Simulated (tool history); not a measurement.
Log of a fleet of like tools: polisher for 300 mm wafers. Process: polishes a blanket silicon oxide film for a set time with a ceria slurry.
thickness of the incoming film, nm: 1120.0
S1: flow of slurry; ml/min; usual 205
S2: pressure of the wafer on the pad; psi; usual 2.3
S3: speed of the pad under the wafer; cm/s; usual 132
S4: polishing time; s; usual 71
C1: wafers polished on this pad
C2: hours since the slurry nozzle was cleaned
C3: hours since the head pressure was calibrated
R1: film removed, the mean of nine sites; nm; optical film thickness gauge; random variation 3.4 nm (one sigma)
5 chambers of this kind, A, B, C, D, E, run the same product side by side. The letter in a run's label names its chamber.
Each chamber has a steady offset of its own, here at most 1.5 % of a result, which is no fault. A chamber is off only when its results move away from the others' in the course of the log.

Run 1A, hour 7.1: usual settings; C1 500; C2 25.9; C3 112.1. Result: R1 334.21 nm.
Run 2E, hour 14.4: usual settings; C1 1070; C2 50.0; C3 274.7. Result: R1 341.23 nm.
Run 3D, hour 22.7: usual settings; C1 1007; C2 327.4; C3 601.8. Result: R1 329.71 nm.
At hour 24.7: chamber D: worn pad replaced by a new one.
At hour 31.7: chamber E: worn pad replaced by a new one.
Run 4B, hour 34.4: usual settings; C1 756; C2 131.0; C3 817.5. Result: R1 338.93 nm.
Run 5C, hour 41.7: usual settings; C1 781; C2 685.7; C3 107.5. Result: R1 349.94 nm.
At hour 43.6: chamber A: worn pad replaced by a new one.
At hour 45.9: chamber B: worn pad replaced by a new one.
Run 6C, hour 49.8: usual settings; C1 894; C2 693.8; C3 115.6. Result: R1 346.64 nm.
Run 7E, hour 58.5: usual settings; C1 375; C2 94.1; C3 318.8. Result: R1 343.21 nm.
At hour 63.2: chamber C: worn pad replaced by a new one.
At hour 65.4: chamber D: head pressure recalibrated.
Run 8B, hour 68.0: usual settings but S1 170 ml/min; C1 308; C2 164.6; C3 851.1. Result: R1 338.31 nm.
Run 9A, hour 75.9: usual settings but S1 170 ml/min; C1 452; C2 94.7; C3 180.9. Result: R1 330.39 nm.
Run 10D, hour 85.9: usual settings but S1 170 ml/min; C1 856; C2 390.6; C3 20.6. Result: R1 328.04 nm.
At hour 89.8: chamber D: worn pad replaced by a new one.
Run 11B, hour 94.7: usual settings but S1 170 ml/min; C1 682; C2 191.3; C3 877.8. Result: R1 336.08 nm.
Run 12E, hour 105.6: usual settings but S1 170 ml/min; C1 1033; C2 141.2; C3 365.9. Result: R1 328.40 nm.
Run 13A, hour 117.1: usual settings; C1 1028; C2 135.9; C3 222.1. Result: R1 338.32 nm.
At hour 121.1: chamber A: worn pad replaced by a new one.
Run 14D, hour 123.8: usual settings; C1 476; C2 428.5; C3 58.5. Result: R1 339.58 nm.
At hour 124.4: chamber C: worn pad replaced by a new one.
At hour 124.8: chamber B: worn pad replaced by a new one.
Run 15C, hour 130.2: usual settings; C1 81; C2 774.2; C3 196.0. Result: R1 347.30 nm.
Run 16A, hour 136.8: usual settings; C1 220; C2 155.6; C3 241.8. Result: R1 336.34 nm.
Run 17B, hour 146.2: usual settings; C1 299; C2 242.8; C3 929.3. Result: R1 343.46 nm.
At hour 149.6: chamber E: worn pad replaced by a new one.
Run 18D, hour 157.7: usual settings; C1 949; C2 462.4; C3 92.4. Result: R1 331.06 nm.
Run 19E, hour 164.4: usual settings; C1 207; C2 200.0; C3 424.7. Result: R1 342.56 nm.
At hour 165.3: chamber D: worn pad replaced by a new one.
Run 20C, hour 170.5: usual settings; C1 644; C2 814.5; C3 236.3. Result: R1 342.09 nm.
Run 21E, hour 179.9: usual settings but S2 2.1 psi; C1 424; C2 215.5; C3 440.2. Result: R1 307.86 nm.
At hour 184.3: chamber E: head pressure recalibrated.
At hour 186.7: chamber A: worn pad replaced by a new one.
At hour 186.8: chamber C: worn pad replaced by a new one.
Run 22C, hour 187.5: usual settings but S2 2.1 psi; C1 10; C2 831.5; C3 253.3. Result: R1 313.04 nm.
Run 23A, hour 194.2: usual settings but S2 2.1 psi; C1 105; C2 213.0; C3 299.2. Result: R1 311.20 nm.
Run 24B, hour 201.5: usual settings but S2 2.1 psi; C1 1072; C2 298.1; C3 984.6. Result: R1 306.69 nm.
At hour 205.3: chamber B: worn pad replaced by a new one.
At hour 210.4: chamber B: head pressure recalibrated.
Run 25D, hour 213.2: usual settings but S2 2.1 psi; C1 670; C2 517.9; C3 147.9. Result: R1 309.88 nm.
At hour 216.4: chamber C: slurry nozzle cleaned.
Run 26A, hour 223.6: usual settings; C1 516; C2 242.4; C3 328.6. Result: R1 343.88 nm.
At hour 224.8: chamber D: worn pad replaced by a new one.
Run 27C, hour 232.0: usual settings; C1 632; C2 15.6; C3 297.8. Result: R1 347.82 nm.
Run 28D, hour 242.4: usual settings but S4 52 s; C1 247; C2 547.1; C3 177.1. Result: R1 252.15 nm.
At hour 250.6: chamber A: worn pad replaced by a new one.
Run 29B, hour 253.5: usual settings but S4 52 s; C1 675; C2 350.1; C3 43.1. Result: R1 277.95 nm.
At hour 256.7: chamber E: worn pad replaced by a new one.
Run 30E, hour 264.1: usual settings but S4 52 s; C1 104; C2 299.7; C3 79.8. Result: R1 249.44 nm.
At hour 265.2: chamber C: worn pad replaced by a new one.
At hour 269.6: chamber B: worn pad replaced by a new one.
Run 31E, hour 273.3: usual settings but S4 52 s; C1 232; C2 308.9; C3 89.0. Result: R1 245.41 nm.
Run 32D, hour 285.4: usual settings but S4 52 s; C1 848; C2 590.1; C3 220.1. Result: R1 248.46 nm.
At hour 285.8: chamber D: worn pad replaced by a new one.
Run 33A, hour 291.6: usual settings; C1 573; C2 310.4; C3 396.6. Result: R1 338.36 nm.
Run 34C, hour 301.5: usual settings; C1 508; C2 85.1; C3 367.3. Result: R1 345.22 nm.
Run 35B, hour 311.4: usual settings but S3 98 cm/s; C1 584; C2 408.0; C3 101.0. Result: R1 284.12 nm.
Run 36E, hour 322.0: usual settings but S3 98 cm/s; C1 913; C2 357.6; C3 137.7. Result: R1 254.73 nm.
Run 37B, hour 332.6: usual settings but S3 98 cm/s; C1 880; C2 429.2; C3 122.2. Result: R1 285.47 nm.
Run 38D, hour 343.4: usual settings but S3 98 cm/s; C1 805; C2 648.1; C3 278.1. Result: R1 247.08 nm.

What goes on in this fleet: one chamber off, a drifting gauge, or nothing beyond the chambers' own small offsets? Name the chamber and the cause, if any.

A service left chamber B off against the others.
Cause: head's pressure above its setpoint, % = 11.8.

Here are 4 candidates for chamber B's next run, each the usual settings with a change, their results left as question marks. Which one brings its results back in line with what the others give on the usual settings?
In line means no further than this from the other chambers' mean on the usual settings: R1 12.00 nm
Run 39B-1, hour 352.7: usual settings but S2 2.5 psi, S4 78 s. Result: R1 ?.
Run 39B-2, hour 352.7: usual settings but S2 2.4 psi, S3 136 cm/s, S4 74 s. Result: R1 ?.
Run 39B-3, hour 352.7: usual settings but S1 200 ml/min, S4 59 s. Result: R1 ?.
Run 39B-4, hour 352.7: usual settings but S3 124 cm/s, S4 67 s. Result: R1 ?.

The other chambers' mean on the usual settings: R1 339.97 nm
  run      R1
39B-1  454.13
39B-2  425.88
39B-3  314.74
39B-4  337.00
39B-4 brings the chamber back in line.
